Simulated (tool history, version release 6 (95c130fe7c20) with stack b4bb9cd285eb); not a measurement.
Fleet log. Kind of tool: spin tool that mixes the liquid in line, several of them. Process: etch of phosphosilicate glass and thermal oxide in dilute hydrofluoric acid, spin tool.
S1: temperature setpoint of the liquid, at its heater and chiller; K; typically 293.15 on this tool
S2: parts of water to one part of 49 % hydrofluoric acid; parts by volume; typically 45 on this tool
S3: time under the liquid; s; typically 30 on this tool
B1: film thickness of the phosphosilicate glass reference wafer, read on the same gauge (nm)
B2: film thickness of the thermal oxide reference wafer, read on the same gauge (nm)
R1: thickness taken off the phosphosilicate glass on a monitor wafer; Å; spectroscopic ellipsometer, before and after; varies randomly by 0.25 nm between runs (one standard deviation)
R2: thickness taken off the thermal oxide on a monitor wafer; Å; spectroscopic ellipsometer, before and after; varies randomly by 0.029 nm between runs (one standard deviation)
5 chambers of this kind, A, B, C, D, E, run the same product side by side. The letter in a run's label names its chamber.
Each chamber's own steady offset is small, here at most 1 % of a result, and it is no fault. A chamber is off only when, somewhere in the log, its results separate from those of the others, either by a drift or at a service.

| run | hour | S1 | S2 | S3 | B1 | B2 | R1 | R2 |
|---|---|---|---|---|---|---|---|---|
| 1A | 9.5 | 293.15 | 45 | 30 | 99.986 | 119.97 | 558.96 | 28.224 |
| 2B | 22.0 | 293.15 | 45 | 30 | 99.949 | 119.97 | 564.31 | 29.301 |
| 3C | 34.7 | 293.15 | 45 | 30 | 100.020 | 120.02 | 564.12 | 28.711 |
| 4D | 44.4 | 293.15 | 45 | 30 | 100.010 | 120.05 | 563.06 | 28.964 |
| 5E | 56.5 | 293.15 | 45 | 30 | 100.010 | 119.98 | 560.51 | 28.650 |
| 6E | 63.7 | 293.15 | 45 | 40 | 100.000 | 120.02 | 739.97 | 39.023 |
| 7D | 69.3 | 293.15 | 45 | 40 | 100.000 | 120.03 | 744.86 | 38.075 |
| 8B | 77.6 | 293.15 | 45 | 40 | 99.989 | 119.98 | 746.86 | 38.743 |
| 9C | 88.8 | 293.15 | 45 | 40 | 100.030 | 120.04 | 747.29 | 38.548 |
| 10A | 98.1 | 293.15 | 45 | 40 | 99.998 | 120.01 | 739.31 | 39.153 |
| 11C | 104.0 | 291.65 | 45 | 40 | 99.968 | 119.97 | 701.50 | 36.141 |
| 12D | 111.7 | 291.65 | 45 | 40 | 100.010 | 120.03 | 704.58 | 36.309 |
|  | 116.5 | chamber A: thermometer replaced |
| 13B | 123.0 | 291.65 | 45 | 40 | 99.972 | 119.99 | 704.20 | 35.990 |
| 14E | 132.8 | 291.65 | 45 | 40 | 100.010 | 120.01 | 701.72 | 36.842 |
| 15A | 142.0 | 291.65 | 45 | 40 | 100.010 | 120.03 | 693.83 | 35.716 |
| 16D | 150.3 | 293.15 | 45 | 30 | 100.020 | 119.95 | 560.97 | 28.677 |
| 17E | 156.9 | 296.15 | 45 | 50 | 99.995 | 119.98 | 1055.40 | 53.845 |
| 18A | 163.4 | 296.15 | 45 | 50 | 99.945 | 119.97 | 1045.10 | 55.082 |
| 19B | 170.7 | 296.15 | 45 | 50 | 99.997 | 120.02 | 1064.20 | 54.683 |
| 20C | 177.2 | 296.15 | 45 | 50 | 99.973 | 120.04 | 1064.90 | 53.922 |
| 21A | 189.8 | 296.15 | 45 | 50 | 99.991 | 120.00 | 1054.50 | 54.518 |
|  | 196.7 | chamber B: hydrofluoric acid flow meter replaced |
| 22B | 200.7 | 293.15 | 45 | 30 | 100.020 | 119.98 | 560.77 | 28.695 |
| 23C | 207.2 | 293.15 | 45 | 30 | 99.965 | 120.02 | 558.84 | 28.945 |
|  | 213.3 | chamber A: hydrofluoric acid flow meter replaced |
| 24E | 213.9 | 293.15 | 45 | 30 | 100.040 | 120.01 | 562.63 | 28.871 |
| 25D | 221.9 | 293.15 | 45 | 30 | 99.984 | 120.02 | 559.28 | 28.808 |
| 26E | 228.8 | 293.15 | 45 | 30 | 100.030 | 119.96 | 557.53 | 28.924 |
| 27D | 237.7 | 293.15 | 45 | 30 | 100.010 | 119.98 | 562.92 | 29.439 |
|  | 242.2 | chamber D: hydrofluoric acid flow meter replaced |
| 28B | 247.7 | 293.15 | 45 | 30 | 99.950 | 120.06 | 566.64 | 28.890 |
| 29C | 256.4 | 293.15 | 45 | 30 | 100.000 | 120.00 | 560.99 | 29.498 |
| 30A | 264.9 | 293.15 | 35 | 30 | 100.010 | 120.01 | 730.07 | 37.634 |
| 31B | 271.9 | 293.15 | 35 | 30 | 100.010 | 120.03 | 732.93 | 37.133 |
| 32D | 282.7 | 293.15 | 35 | 30 | 100.000 | 120.05 | 730.56 | 37.579 |
| 33A | 292.5 | 293.15 | 35 | 30 | 100.030 | 119.96 | 727.76 | 37.539 |
| 34C | 298.6 | 293.15 | 35 | 30 | 99.975 | 120.00 | 731.98 | 37.861 |
| 35E | 304.9 | 290.15 | 45 | 30 | 99.994 | 119.99 | 492.13 | 25.114 |

What goes on in this fleet: one chamber off, a drifting gauge, or nothing beyond the chambers' own small offsets? Name the chamber and the cause, if any.

No chamber stands off beyond its own small offset, and the gauge holds steady.
